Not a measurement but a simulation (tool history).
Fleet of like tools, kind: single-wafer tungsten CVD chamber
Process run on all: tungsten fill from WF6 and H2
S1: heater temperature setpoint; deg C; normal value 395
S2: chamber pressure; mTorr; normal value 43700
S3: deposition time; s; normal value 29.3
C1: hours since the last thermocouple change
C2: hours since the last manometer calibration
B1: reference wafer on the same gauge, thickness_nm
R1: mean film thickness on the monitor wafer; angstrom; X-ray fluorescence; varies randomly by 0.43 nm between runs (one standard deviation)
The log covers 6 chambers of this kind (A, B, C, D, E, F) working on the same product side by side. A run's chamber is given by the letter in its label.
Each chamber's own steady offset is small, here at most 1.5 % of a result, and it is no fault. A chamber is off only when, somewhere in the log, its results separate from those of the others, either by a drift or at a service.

run	hour	S1	S2	S3	C1	C2	B1	R1
1F	3.2	395	43700	29.3	1579.7	974.2	108.8	912.55
2B	6.2	395	43700	29.3	823.2	1217.9	108.86	922.18
3A	10.9	395	43700	29.3	1369.8	1256.7	108.91	924.07
4E	14.2	395	43700	29.3	2554.8	1452.7	108.86	930.33
5D	18.9	395	46900	31.9	475.5	115.1	108.66	1037.8
6C	23.1	395	46900	31.9	1339.9	597.2	108.82	1041.4
7C	28.1	395	46900	31.9	1344.9	602.2	108.8	1037.9
8A	31	395	46900	31.9	1389.9	1276.8	108.75	1040
9F	36.9	395	46900	31.9	1613.4	1007.9	108.81	1028.1
10D	42.4	395	46900	31.9	499	138.6	108.87	1039.3
11E	46.5	395	43700	29.3	2587.1	1485	108.88	922.71
12B	51	395	43700	29.3	868	1262.7	108.71	918.59
13F	54.1	395	43700	29.3	1630.6	1025.1	108.82	913.64
14B	58.8	395	43700	29.3	875.8	1270.5	108.65	917.52
15A	61.9	395	43700	29.3	1420.8	1307.7	108.87	921.14
16C	65.9	395	34500	27.5	1382.7	640	108.87	774.69
17D	71.8	395	34500	27.5	528.4	168	108.8	776.96
18E	77.5	395	34500	27.5	2618.1	1516	108.8	779.48
19D	82	395	34500	27.5	538.6	178.2	108.9	778.95
20F	86.7	395	34500	27.5	1663.2	1057.7	108.73	754.94
21A	90.9	395	34500	27.5	1449.8	1336.7	108.98	774.47
22E	94.9	395	43700	29.3	2635.5	1533.4	108.74	929.81
23C	100.3	395	43700	29.3	1417.1	674.4	108.72	919.8
24B	106.4	395	43700	29.3	923.4	1318.1	108.81	923.42
25B	110.4	395	43700	29.3	927.4	1322.1	108.84	921.24
26D	116.9	395	43700	29.3	573.5	213.1	108.85	929
27F	120.1	395	43700	29.3	1696.6	1091.1	108.89	898.15
28E	123.9	395	43700	29.3	2664.5	1562.4	108.78	929.75
29A	128.2	395	43700	29.3	1487.1	1374	108.95	937.19
30C	134.1	395	43700	29.3	1450.9	708.2	108.81	920.27
31C	137.5	395	43700	29.3	1454.3	711.6	108.93	923.98
32E	141	395	43700	29.3	2681.6	1579.5	108.87	929.13
33D	147.5	395	43700	29.3	604.1	243.7	108.86	926.63
34B	151	395	43700	29.3	968	1362.7	108.84	923.49
35A	154.8	395	43700	29.3	1513.7	1400.6	108.99	932.69
36F	161.1	395	43700	29.3	1737.6	1132.1	108.8	890.41
37B	166.8	395	43700	29.3	983.8	1378.5	108.97	923.88
38F	173	395	43700	29.3	1749.5	1144	108.7	882.61

Next, all 6 chambers run the settings below, one line each with question marks for the results. What does each chamber give?
39A	177.6	395	43700	33.5				?
39B	177.6	395	43700	33.5				?
39C	177.6	395	43700	33.5				?
39D	177.6	395	43700	33.5				?
39E	177.6	395	43700	33.5				?
39F	177.6	395	43700	33.5				?

run	R1
39A	1064.3
39B	1052.8
39C	1052.9
39D	1059
39E	1065.4
39F	1008.9
